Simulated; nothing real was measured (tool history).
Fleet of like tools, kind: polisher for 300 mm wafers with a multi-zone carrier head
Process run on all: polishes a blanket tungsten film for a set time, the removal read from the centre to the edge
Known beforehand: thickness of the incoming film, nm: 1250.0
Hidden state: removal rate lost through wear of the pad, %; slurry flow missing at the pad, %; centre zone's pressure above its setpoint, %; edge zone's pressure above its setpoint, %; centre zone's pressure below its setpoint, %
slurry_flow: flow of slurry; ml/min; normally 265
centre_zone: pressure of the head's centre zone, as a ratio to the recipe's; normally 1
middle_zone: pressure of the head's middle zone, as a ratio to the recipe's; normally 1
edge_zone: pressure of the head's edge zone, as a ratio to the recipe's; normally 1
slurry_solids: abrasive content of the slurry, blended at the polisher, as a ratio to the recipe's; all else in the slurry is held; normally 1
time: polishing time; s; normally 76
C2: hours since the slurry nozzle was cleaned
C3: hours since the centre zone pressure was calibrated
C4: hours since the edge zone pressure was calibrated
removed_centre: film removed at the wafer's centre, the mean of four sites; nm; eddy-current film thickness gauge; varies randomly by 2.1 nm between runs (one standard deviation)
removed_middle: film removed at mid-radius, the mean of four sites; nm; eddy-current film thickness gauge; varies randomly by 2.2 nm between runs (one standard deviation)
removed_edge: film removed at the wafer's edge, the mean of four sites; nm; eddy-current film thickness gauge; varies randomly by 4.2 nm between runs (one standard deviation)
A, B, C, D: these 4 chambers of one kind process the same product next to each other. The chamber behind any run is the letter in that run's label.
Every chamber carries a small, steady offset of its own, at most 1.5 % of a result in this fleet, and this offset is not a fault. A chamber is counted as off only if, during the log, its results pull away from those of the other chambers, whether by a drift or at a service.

Run 1A, hour 5.4: usual settings; wafers polished on this pad 324; C2 180.3; C3 914.1; C4 366.4. Result: removed_centre 281.42 nm, removed_middle 280.87 nm, removed_edge 280.39 nm.
At hour 6.7: chamber C: worn pad replaced by a new one.
Run 2D, hour 10: usual settings; wafers polished on this pad 97; C2 153.7; C3 983.3; C4 786.6. Result: removed_centre 281.21 nm, removed_middle 283.08 nm, removed_edge 287.83 nm.
Run 3C, hour 12.9: usual settings; wafers polished on this pad 48; C2 901.8; C3 640.4; C4 527.7. Result: removed_centre 281.65 nm, removed_middle 281.7 nm, removed_edge 275.48 nm.
At hour 15.3: chamber B: worn pad replaced by a new one.
Run 4B, hour 16.7: usual settings; wafers polished on this pad 11; C2 210.3; C3 413.6; C4 136.4. Result: removed_centre 280.79 nm, removed_middle 277.97 nm, removed_edge 285.89 nm.
Run 5B, hour 20.6: usual settings; wafers polished on this pad 41; C2 214.2; C3 417.5; C4 140.3. Result: removed_centre 279.76 nm, removed_middle 275.99 nm, removed_edge 278.27 nm.
Run 6D, hour 23.2: usual settings; wafers polished on this pad 199; C2 166.9; C3 996.5; C4 799.8. Result: removed_centre 282.19 nm, removed_middle 283.53 nm, removed_edge 289.01 nm.
Run 7A, hour 28.7: usual settings; wafers polished on this pad 503; C2 203.6; C3 937.4; C4 389.7. Result: removed_centre 276.49 nm, removed_middle 283.26 nm, removed_edge 280.8 nm.
At hour 30.2: chamber C: slurry nozzle cleaned.
Run 8C, hour 32: usual settings; wafers polished on this pad 195; C2 1.8; C3 659.5; C4 546.8. Result: removed_centre 279.3 nm, removed_middle 285.95 nm, removed_edge 287.77 nm.
Run 9B, hour 35.6: usual settings; wafers polished on this pad 156; C2 229.2; C3 432.5; C4 155.3. Result: removed_centre 277.36 nm, removed_middle 279.28 nm, removed_edge 281.31 nm.
Run 10C, hour 40.8: usual settings; wafers polished on this pad 262; C2 10.6; C3 668.3; C4 555.6. Result: removed_centre 281.86 nm, removed_middle 281.62 nm, removed_edge 278.64 nm.
Run 11D, hour 44.9: usual settings; wafers polished on this pad 365; C2 188.6; C3 1018.2; C4 821.5. Result: removed_centre 282.44 nm, removed_middle 283.91 nm, removed_edge 287.18 nm.
Run 12A, hour 49.3: usual settings; wafers polished on this pad 662; C2 224.2; C3 958; C4 410.3. Result: removed_centre 274.61 nm, removed_middle 275.53 nm, removed_edge 280.75 nm.
Run 13C, hour 53.5: usual settings; wafers polished on this pad 360; C2 23.3; C3 681; C4 568.3. Result: removed_centre 280.57 nm, removed_middle 281.64 nm, removed_edge 272.82 nm.
Run 14A, hour 56.1: usual settings; wafers polished on this pad 714; C2 231; C3 964.8; C4 417.1. Result: removed_centre 280.1 nm, removed_middle 278.82 nm, removed_edge 279.28 nm.
Run 15B, hour 59.2: usual settings; wafers polished on this pad 337; C2 252.8; C3 456.1; C4 178.9. Result: removed_centre 280.08 nm, removed_middle 281.18 nm, removed_edge 286.24 nm.
Run 16D, hour 62.7: usual settings; wafers polished on this pad 502; C2 206.4; C3 1036; C4 839.3. Result: removed_centre 283.86 nm, removed_middle 282.07 nm, removed_edge 288.41 nm.
Run 17C, hour 67.3: usual settings; wafers polished on this pad 466; C2 37.1; C3 694.8; C4 582.1. Result: removed_centre 280.63 nm, removed_middle 283.13 nm, removed_edge 279.49 nm.
Run 18A, hour 70.1: usual settings; wafers polished on this pad 822; C2 245; C3 978.8; C4 431.1. Result: removed_centre 275.86 nm, removed_middle 277.74 nm, removed_edge 284.65 nm.
Run 19B, hour 74.5: usual settings; wafers polished on this pad 455; C2 268.1; C3 471.4; C4 194.2. Result: removed_centre 278.58 nm, removed_middle 278.98 nm, removed_edge 284.55 nm.
At hour 79: chamber A: worn pad replaced by a new one.
Run 20D, hour 79.1: usual settings; wafers polished on this pad 628; C2 222.8; C3 1052.4; C4 855.7. Result: removed_centre 281.69 nm, removed_middle 280.62 nm, removed_edge 284.29 nm.
Run 21D, hour 82.8: usual settings but centre_zone 0.95; wafers polished on this pad 656; C2 226.5; C3 1056.1; C4 859.4. Result: removed_centre 268.42 nm, removed_middle 282.55 nm, removed_edge 281.13 nm.
Run 22C, hour 86.4: usual settings but centre_zone 0.95; wafers polished on this pad 612; C2 56.2; C3 713.9; C4 601.2. Result: removed_centre 265.99 nm, removed_middle 281.4 nm, removed_edge 279.51 nm.
Run 23B, hour 90.9: usual settings but centre_zone 0.95; wafers polished on this pad 581; C2 284.5; C3 487.8; C4 210.6. Result: removed_centre 263.69 nm, removed_middle 279.07 nm, removed_edge 280.94 nm.
Run 24A, hour 93.5: usual settings but centre_zone 0.95; wafers polished on this pad 111; C2 268.4; C3 1002.2; C4 454.5. Result: removed_centre 259.34 nm, removed_middle 276.72 nm, removed_edge 282.31 nm.
At hour 95.2: chamber B: worn pad replaced by a new one.
Run 25A, hour 97.1: usual settings; wafers polished on this pad 139; C2 272; C3 1005.8; C4 458.1. Result: removed_centre 266.85 nm, removed_middle 276.24 nm, removed_edge 274.96 nm.
Run 26B, hour 99.9: usual settings; wafers polished on this pad 36; C2 293.5; C3 496.8; C4 219.6. Result: removed_centre 278.88 nm, removed_middle 282.73 nm, removed_edge 278.37 nm.
Run 27C, hour 103.8: usual settings; wafers polished on this pad 746; C2 73.6; C3 731.3; C4 618.6. Result: removed_centre 279.61 nm, removed_middle 282.21 nm, removed_edge 280.28 nm.
Run 28D, hour 108.4: usual settings; wafers polished on this pad 853; C2 252.1; C3 1081.7; C4 885. Result: removed_centre 283.18 nm, removed_middle 284.81 nm, removed_edge 280.9 nm.
Run 29D, hour 112.5: usual settings; wafers polished on this pad 885; C2 256.2; C3 1085.8; C4 889.1. Result: removed_centre 283.71 nm, removed_middle 284.78 nm, removed_edge 288.19 nm.
Run 30B, hour 116.8: usual settings; wafers polished on this pad 166; C2 310.4; C3 513.7; C4 236.5. Result: removed_centre 278.58 nm, removed_middle 281.47 nm, removed_edge 281.47 nm.
Run 31A, hour 119.3: usual settings but edge_zone 0.9; wafers polished on this pad 310; C2 294.2; C3 1028; C4 480.3. Result: removed_centre 269.22 nm, removed_middle 271.74 nm, removed_edge 261.05 nm.
Run 32C, hour 123.7: usual settings but edge_zone 0.9; wafers polished on this pad 899; C2 93.5; C3 751.2; C4 638.5. Result: removed_centre 281.5 nm, removed_middle 282.14 nm, removed_edge 271.36 nm.
Run 33D, hour 128.4: usual settings but edge_zone 0.9; wafers polished on this pad 1007; C2 272.1; C3 1101.7; C4 905. Result: removed_centre 287.71 nm, removed_middle 283.32 nm, removed_edge 273.31 nm.
At hour 130: chamber D: centre zone pressure recalibrated.
Run 34A, hour 131.9: usual settings but edge_zone 0.9; wafers polished on this pad 406; C2 306.8; C3 1040.6; C4 492.9. Result: removed_centre 266.44 nm, removed_middle 268.26 nm, removed_edge 263.72 nm.
Run 35B, hour 135.4: usual settings; wafers polished on this pad 309; C2 329; C3 532.3; C4 255.1. Result: removed_centre 280.38 nm, removed_middle 275.49 nm, removed_edge 284.72 nm.
Run 36C, hour 140.5: usual settings but slurry_solids 0.75; wafers polished on this pad 1028; C2 110.3; C3 768; C4 655.3. Result: removed_centre 261.83 nm, removed_middle 263.17 nm, removed_edge 265.08 nm.
Run 37C, hour 145.7: usual settings but slurry_solids 0.75; wafers polished on this pad 1068; C2 115.5; C3 773.2; C4 660.5. Result: removed_centre 263.78 nm, removed_middle 263.79 nm, removed_edge 264.07 nm.
Run 38A, hour 148.6: usual settings but slurry_solids 0.75; wafers polished on this pad 535; C2 323.5; C3 1057.3; C4 509.6. Result: removed_centre 249.87 nm, removed_middle 252.27 nm, removed_edge 256.43 nm.
Run 39D, hour 151.2: usual settings but slurry_solids 0.75; wafers polished on this pad 1182; C2 294.9; C3 21.3; C4 927.8. Result: removed_centre 265.15 nm, removed_middle 266.27 nm, removed_edge 266.68 nm.
Run 40B, hour 153.7: usual settings; wafers polished on this pad 449; C2 347.3; C3 550.6; C4 273.4. Result: removed_centre 280.07 nm, removed_middle 278.55 nm, removed_edge 281.52 nm.
Run 41D, hour 157.2: usual settings; wafers polished on this pad 1228; C2 300.9; C3 27.3; C4 933.8. Result: removed_centre 279.77 nm, removed_middle 281.75 nm, removed_edge 275.49 nm.
Run 42A, hour 162: usual settings; wafers polished on this pad 638; C2 336.9; C3 1070.7; C4 523. Result: removed_centre 263.28 nm, removed_middle 263.38 nm, removed_edge 265.9 nm.

Does one chamber stand apart from the rest, does the shared gauge drift, or is all well apart from small per-chamber offsets? Give the chamber and the most likely cause, where there is one.

One chamber, A, drifts off from the rest bit by bit.
Likeliest cause: slurry flow missing at the pad, % = 32.5.

Here are 4 candidates for chamber A's next run, each the usual settings with a change, their results left as question marks. Which one brings its results back in line with what the others give on the usual settings?
In line means no further than this from the other chambers' mean on the usual settings: removed_centre 7.2 nm; removed_middle 7.8 nm; removed_edge 15 nm
Run 43A-1, hour 166: usual settings but slurry_flow 260 ml/min, centre_zone 0.98, middle_zone 0.99, edge_zone 1.01, time 73 s. Result: removed_centre ?, removed_middle ?, removed_edge ?.
Run 43A-2, hour 166: usual settings but slurry_flow 270 ml/min, centre_zone 1.02, middle_zone 1.01, edge_zone 0.99, time 79 s. Result: removed_centre ?, removed_middle ?, removed_edge ?.
Run 43A-3, hour 166: usual settings but slurry_flow 255 ml/min, centre_zone 0.96, middle_zone 0.98, edge_zone 1.02, time 70 s. Result: removed_centre ?, removed_middle ?, removed_edge ?.
Run 43A-4, hour 166: usual settings but slurry_flow 275 ml/min, centre_zone 1.04, middle_zone 1.02, edge_zone 0.98, time 83 s. Result: removed_centre ?, removed_middle ?, removed_edge ?.

The mean the other chambers reach with the usual settings: removed_centre 281.03 nm; removed_middle 281.46 nm; removed_edge 282.01 nm
  run  removed_centre  removed_middle  removed_edge
43A-1          246.47          252.78        258.86
43A-2          280.45          280.35        278.38
43A-3          230.28          239.37        248.97
43A-4          301.86          298.09         291.5
43A-2 puts the chamber back in line with the other chambers.

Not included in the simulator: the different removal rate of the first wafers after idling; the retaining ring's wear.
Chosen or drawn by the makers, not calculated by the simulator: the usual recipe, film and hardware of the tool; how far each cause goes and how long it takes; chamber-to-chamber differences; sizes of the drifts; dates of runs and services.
